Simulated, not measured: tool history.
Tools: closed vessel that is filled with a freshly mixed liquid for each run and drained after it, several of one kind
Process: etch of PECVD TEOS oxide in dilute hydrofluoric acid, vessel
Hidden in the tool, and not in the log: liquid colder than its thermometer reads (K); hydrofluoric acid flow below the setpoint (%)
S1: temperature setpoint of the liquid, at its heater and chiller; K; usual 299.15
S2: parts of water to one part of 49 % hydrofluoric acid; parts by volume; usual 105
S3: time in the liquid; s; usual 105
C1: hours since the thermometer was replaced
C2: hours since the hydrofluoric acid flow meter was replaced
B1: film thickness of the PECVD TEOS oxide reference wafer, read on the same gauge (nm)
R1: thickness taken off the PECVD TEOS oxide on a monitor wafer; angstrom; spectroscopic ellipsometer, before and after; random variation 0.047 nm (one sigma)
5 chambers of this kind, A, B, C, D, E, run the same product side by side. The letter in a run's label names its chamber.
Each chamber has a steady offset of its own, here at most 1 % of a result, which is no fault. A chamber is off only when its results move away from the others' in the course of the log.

| run | hour | S1 | S2 | S3 | C1 | C2 | B1 | R1 |
|---|---|---|---|---|---|---|---|---|
| 1B | 2.8 | 299.15 | 105 | 105 | 415.1 | 1292.1 | 139.98 | 131.75 |
| 2D | 5.6 | 299.15 | 105 | 105 | 404.9 | 412.8 | 139.99 | 133.13 |
| 3C | 8.6 | 299.15 | 105 | 105 | 1809.9 | 70.9 | 140 | 131.06 |
| 4E | 12.1 | 299.15 | 105 | 105 | 175 | 856.3 | 139.96 | 133.2 |
| 5A | 15.1 | 304.15 | 65 | 105 | 562.6 | 87.8 | 140.01 | 276.16 |
| 6B | 18 | 304.15 | 65 | 105 | 430.3 | 1307.3 | 140 | 275.68 |
| 7C | 22.9 | 304.15 | 65 | 105 | 1824.2 | 85.2 | 139.98 | 272.66 |
| 8D | 27.1 | 304.15 | 65 | 105 | 426.4 | 434.3 | 139.97 | 277.3 |
| 9E | 31.1 | 304.15 | 65 | 105 | 194 | 875.3 | 140.01 | 272.79 |
| 10A | 34.1 | 296.65 | 105 | 105 | 581.6 | 106.8 | 139.99 | 120.59 |
| 11B | 38.1 | 296.65 | 105 | 105 | 450.4 | 1327.4 | 139.98 | 119.36 |
| 12C | 43.2 | 296.65 | 105 | 105 | 1844.5 | 105.5 | 140.01 | 118.78 |
| 13E | 47.2 | 296.65 | 105 | 105 | 210.1 | 891.4 | 139.97 | 119.23 |
|  | 48.7 | chamber C: thermometer replaced |
| 14D | 50.3 | 296.65 | 105 | 105 | 449.6 | 457.5 | 140.03 | 120.87 |
| 15A | 53.4 | 299.15 | 105 | 105 | 600.9 | 126.1 | 140.01 | 133.85 |
| 16C | 57.2 | 299.15 | 105 | 105 | 8.5 | 119.5 | 140.04 | 132.2 |
| 17B | 62.1 | 299.15 | 105 | 105 | 474.4 | 1351.4 | 139.97 | 131.72 |
| 18D | 64.5 | 299.15 | 105 | 105 | 463.8 | 471.7 | 139.97 | 134.67 |
| 19A | 67.2 | 299.15 | 105 | 105 | 614.7 | 139.9 | 140.01 | 132.6 |
| 20E | 70.4 | 299.15 | 105 | 105 | 233.3 | 914.6 | 140.01 | 130.85 |
| 21B | 72.7 | 299.15 | 105 | 105 | 485 | 1362 | 139.99 | 132.34 |
| 22C | 77.2 | 299.15 | 105 | 105 | 28.5 | 139.5 | 140.02 | 131.99 |
| 23E | 79.9 | 299.15 | 105 | 105 | 242.8 | 924.1 | 139.98 | 129.5 |
| 24A | 82.7 | 299.15 | 105 | 105 | 630.2 | 155.4 | 140.04 | 132.47 |
| 25D | 85.1 | 299.15 | 105 | 105 | 484.4 | 492.3 | 139.95 | 133.21 |
| 26A | 88.2 | 299.15 | 105 | 105 | 635.7 | 160.9 | 140.01 | 133.04 |
| 27C | 90.6 | 299.15 | 140 | 105 | 41.9 | 152.9 | 139.99 | 94.558 |
| 28D | 94 | 299.15 | 140 | 105 | 493.3 | 501.2 | 140.03 | 95.446 |
| 29B | 98.4 | 299.15 | 140 | 105 | 510.7 | 1387.7 | 140.03 | 94.327 |
| 30E | 102.7 | 299.15 | 140 | 105 | 265.6 | 946.9 | 139.98 | 92.944 |
| 31E | 106.1 | 299.15 | 140 | 105 | 269 | 950.3 | 140 | 92.678 |
| 32B | 111.1 | 299.15 | 105 | 105 | 523.4 | 1400.4 | 140 | 131.37 |
| 33C | 115.2 | 302.15 | 130 | 105 | 66.5 | 177.5 | 139.99 | 115.8 |
| 34A | 119.6 | 302.15 | 130 | 105 | 667.1 | 192.3 | 140.01 | 117.39 |
| 35D | 122.2 | 302.15 | 130 | 105 | 521.5 | 529.4 | 139.98 | 116.3 |
| 36B | 124.5 | 302.15 | 130 | 105 | 536.8 | 1413.8 | 140 | 115.61 |
| 37C | 128.7 | 302.15 | 130 | 105 | 80 | 191 | 139.99 | 115.57 |
| 38D | 132.2 | 299.15 | 105 | 105 | 531.5 | 539.4 | 140.02 | 133.91 |
| 39A | 134.9 | 299.15 | 105 | 105 | 682.4 | 207.6 | 139.95 | 132.83 |
| 40E | 138.5 | 299.15 | 105 | 105 | 301.4 | 982.7 | 140.02 | 126.41 |
| 41E | 142.5 | 299.15 | 55 | 130 | 305.4 | 986.7 | 139.97 | 316.54 |
| 42D | 146.2 | 299.15 | 55 | 130 | 545.5 | 553.4 | 140 | 340.6 |

Next, every chamber runs the same settings. What will each give?
| 43A | 149.9 | 299.15 | 105 | 45 |  |  |  | ? |
| 43B | 149.9 | 299.15 | 105 | 45 |  |  |  | ? |
| 43C | 149.9 | 299.15 | 105 | 45 |  |  |  | ? |
| 43D | 149.9 | 299.15 | 105 | 45 |  |  |  | ? |
| 43E | 149.9 | 299.15 | 105 | 45 |  |  |  | ? |

| run | R1 |
|---|---|
| 43A | 56.726 |
| 43B | 56.584 |
| 43C | 56.685 |
| 43D | 56.951 |
| 43E | 54.179 |
